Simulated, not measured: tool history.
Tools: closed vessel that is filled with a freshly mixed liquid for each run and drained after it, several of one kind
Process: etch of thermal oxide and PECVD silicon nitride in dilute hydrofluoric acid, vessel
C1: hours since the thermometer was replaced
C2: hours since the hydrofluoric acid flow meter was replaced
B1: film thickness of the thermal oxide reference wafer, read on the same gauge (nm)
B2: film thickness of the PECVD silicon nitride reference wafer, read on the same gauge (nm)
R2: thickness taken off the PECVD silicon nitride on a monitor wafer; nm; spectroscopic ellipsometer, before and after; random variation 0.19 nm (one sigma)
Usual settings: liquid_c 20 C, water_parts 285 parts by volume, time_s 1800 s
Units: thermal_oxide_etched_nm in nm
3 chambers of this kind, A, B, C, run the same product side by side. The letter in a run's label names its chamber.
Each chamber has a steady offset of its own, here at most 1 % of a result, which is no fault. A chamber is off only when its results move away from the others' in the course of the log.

run 1A hour=9.3 | liquid_c=20 water_parts=285 time_s=1800 | C1=454.7 C2=100.1 | B1=130 B2=100.01 | thermal_oxide_etched_nm=20.888 R2=25.307
run 2B hour=18.9 | liquid_c=20 water_parts=285 time_s=1800 | C1=612.6 C2=1239.8 | B1=130 B2=99.994 | thermal_oxide_etched_nm=21.258 R2=25.509
run 3C hour=27.2 | liquid_c=20 water_parts=285 time_s=1800 | C1=347.2 C2=627.2 | B1=130.01 B2=100.02 | thermal_oxide_etched_nm=20.905 R2=25.603
run 4A hour=34.9 | liquid_c=20 water_parts=285 time_s=1800 | C1=480.3 C2=125.7 | B1=130.02 B2=100.02 | thermal_oxide_etched_nm=20.935 R2=25.694
-- hour=42.8 chamber A: thermometer replaced
run 5C hour=43.8 | liquid_c=17.5 water_parts=285 time_s=1375 | C1=363.8 C2=643.8 | B1=129.98 B2=99.981 | thermal_oxide_etched_nm=14.535 R2=16.614
-- hour=50.7 chamber B: hydrofluoric acid flow meter replaced
run 6B hour=51.4 | liquid_c=17.5 water_parts=285 time_s=1375 | C1=645.1 C2=0.7 | B1=130.02 B2=100.01 | thermal_oxide_etched_nm=14.657 R2=16.486
run 7A hour=58 | liquid_c=17.5 water_parts=285 time_s=1375 | C1=15.2 C2=148.8 | B1=130.03 B2=100.01 | thermal_oxide_etched_nm=14.673 R2=16.453
run 8C hour=64.2 | liquid_c=20 water_parts=285 time_s=1800 | C1=384.2 C2=664.2 | B1=129.98 B2=100.02 | thermal_oxide_etched_nm=21.031 R2=25.492
run 9B hour=69.8 | liquid_c=20 water_parts=285 time_s=1800 | C1=663.5 C2=19.1 | B1=130.02 B2=100 | thermal_oxide_etched_nm=21.119 R2=25.299
run 10C hour=75.1 | liquid_c=20 water_parts=285 time_s=1800 | C1=395.1 C2=675.1 | B1=130 B2=100.01 | thermal_oxide_etched_nm=20.938 R2=25.52
run 11A hour=84 | liquid_c=20 water_parts=285 time_s=1800 | C1=41.2 C2=174.8 | B1=130.01 B2=100 | thermal_oxide_etched_nm=20.911 R2=25.783
run 12B hour=91.1 | liquid_c=20 water_parts=285 time_s=1800 | C1=684.8 C2=40.4 | B1=130.02 B2=100.01 | thermal_oxide_etched_nm=21.312 R2=25.381
run 13C hour=96.5 | liquid_c=20 water_parts=285 time_s=1800 | C1=416.5 C2=696.5 | B1=130.01 B2=99.984 | thermal_oxide_etched_nm=21.284 R2=25.703
run 14B hour=105.8 | liquid_c=20 water_parts=360 time_s=1800 | C1=699.5 C2=55.1 | B1=129.96 B2=100.01 | thermal_oxide_etched_nm=15.719 R2=20.444
run 15A hour=112.8 | liquid_c=20 water_parts=360 time_s=1800 | C1=70 C2=203.6 | B1=129.97 B2=99.984 | thermal_oxide_etched_nm=15.563 R2=20.255
run 16B hour=120.5 | liquid_c=20 water_parts=360 time_s=1800 | C1=714.2 C2=69.8 | B1=129.99 B2=100.02 | thermal_oxide_etched_nm=15.723 R2=20.097
run 17A hour=127.1 | liquid_c=20 water_parts=285 time_s=1800 | C1=84.3 C2=217.9 | B1=130 B2=100.02 | thermal_oxide_etched_nm=21.232 R2=25.438
run 18C hour=132.3 | liquid_c=20 water_parts=285 time_s=1800 | C1=452.3 C2=732.3 | B1=130.01 B2=99.993 | thermal_oxide_etched_nm=21.53 R2=25.891
run 19B hour=137.8 | liquid_c=20 water_parts=285 time_s=1800 | C1=731.5 C2=87.1 | B1=130 B2=99.991 | thermal_oxide_etched_nm=21.054 R2=25.652
run 20A hour=146.1 | liquid_c=20 water_parts=285 time_s=1800 | C1=103.3 C2=236.9 | B1=130.03 B2=100.01 | thermal_oxide_etched_nm=20.844 R2=25.675
run 21C hour=151.8 | liquid_c=22 water_parts=285 time_s=1800 | C1=471.8 C2=751.8 | B1=130.02 B2=100.04 | thermal_oxide_etched_nm=23.731 R2=29.928
run 22B hour=159.8 | liquid_c=22 water_parts=285 time_s=1800 | C1=753.5 C2=109.1 | B1=129.99 B2=99.98 | thermal_oxide_etched_nm=22.366 R2=28.891
-- hour=162.1 chamber B: thermometer replaced
run 23C hour=164.8 | liquid_c=22 water_parts=285 time_s=1800 | C1=484.8 C2=764.8 | B1=130.02 B2=100.01 | thermal_oxide_etched_nm=23.839 R2=29.871
run 24A hour=170.6 | liquid_c=20 water_parts=285 time_s=1800 | C1=127.8 C2=261.4 | B1=130.02 B2=100.01 | thermal_oxide_etched_nm=21.045 R2=25.302
run 25B hour=175.4 | liquid_c=20 water_parts=285 time_s=1800 | C1=13.4 C2=124.7 | B1=130 B2=100.01 | thermal_oxide_etched_nm=21.094 R2=25.2
run 26C hour=181.1 | liquid_c=20 water_parts=285 time_s=1800 | C1=501.1 C2=781.1 | B1=130.01 B2=100.02 | thermal_oxide_etched_nm=22.554 R2=26.621
run 27A hour=186.6 | liquid_c=20 water_parts=285 time_s=1800 | C1=143.8 C2=277.4 | B1=130.02 B2=100 | thermal_oxide_etched_nm=20.961 R2=25.422
run 28B hour=194.1 | liquid_c=20 water_parts=385 time_s=810 | C1=32.1 C2=143.4 | B1=129.99 B2=100.02 | thermal_oxide_etched_nm=6.4294 R2=8.4857
run 29A hour=200.4 | liquid_c=20 water_parts=385 time_s=810 | C1=157.6 C2=291.2 | B1=130.01 B2=100 | thermal_oxide_etched_nm=6.4245 R2=8.5821
run 30C hour=209 | liquid_c=20 water_parts=385 time_s=810 | C1=529 C2=809 | B1=130.01 B2=100 | thermal_oxide_etched_nm=6.8982 R2=9.1493
run 31A hour=217.5 | liquid_c=20 water_parts=285 time_s=1400 | C1=174.7 C2=308.3 | B1=130.01 B2=99.998 | thermal_oxide_etched_nm=16.344 R2=19.959

All 3 chambers run these settings next. Forecast each chamber's results:
run 32A hour=224.5 | liquid_c=20 water_parts=195 time_s=1800 | thermal_oxide_etched_nm=? R2=?
run 32B hour=224.5 | liquid_c=20 water_parts=195 time_s=1800 | thermal_oxide_etched_nm=? R2=?
run 32C hour=224.5 | liquid_c=20 water_parts=195 time_s=1800 | thermal_oxide_etched_nm=? R2=?

run=32A thermal_oxide_etched_nm=33.441 R2=36.327
run=32B thermal_oxide_etched_nm=33.712 R2=36.464
run=32C thermal_oxide_etched_nm=36.324 R2=39.542
